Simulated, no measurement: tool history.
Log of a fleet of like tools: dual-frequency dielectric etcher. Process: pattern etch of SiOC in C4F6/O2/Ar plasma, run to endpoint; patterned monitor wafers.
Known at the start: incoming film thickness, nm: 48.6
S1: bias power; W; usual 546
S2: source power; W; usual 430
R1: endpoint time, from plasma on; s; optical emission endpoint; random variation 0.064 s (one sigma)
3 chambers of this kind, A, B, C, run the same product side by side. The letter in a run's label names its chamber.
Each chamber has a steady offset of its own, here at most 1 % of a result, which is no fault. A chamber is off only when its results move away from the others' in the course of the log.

run,hour,S1,S2,R1
1A,6.1,546,430,15.527
2C,13.9,546,430,15.431
3B,20.8,546,430,15.351
4B,32.1,546,430,15.395
5A,43.6,546,430,15.684
6C,52.8,623,430,14.667
# hour 53.8: chamber C: wet clean of the chamber
7A,61.8,623,430,15.029
8B,70.0,623,430,14.583
9C,77.8,546,430,15.435
10C,86.0,546,430,15.431
11A,94.2,546,430,15.844
12B,107.0,546,430,15.339
13A,113.0,546,430,15.837
14C,124.7,546,430,15.295
15B,131.7,546,430,15.388
16C,141.1,546,430,15.435
17A,152.8,546,360,17.150
18B,160.4,546,360,16.418
19B,167.9,546,360,16.472
20A,176.9,546,430,16.261

What goes on in this fleet: one chamber off, a drifting gauge, or nothing beyond the chambers' own small offsets? Name the chamber and the cause, if any.

Chamber A drifts away from the others.
Cause: etch rate under this chamber's usual, % = 4.13.

Here are 4 candidates for chamber A's next run, each the usual settings with a change, their results left as question marks. Which one brings its results back in line with what the others give on the usual settings?
In line means no further than this from the other chambers' mean on the usual settings: R1 0.220 s
21A-1,186.5,546,490,?
21A-2,186.5,561,440,?
21A-3,186.5,531,420,?
21A-4,186.5,476,430,?

The other chambers' mean on the usual settings: R1 15.418 s
run,R1
21A-1,15.424
21A-2,15.886
21A-3,16.500
21A-4,17.039
21A-1 brings the chamber back in line.
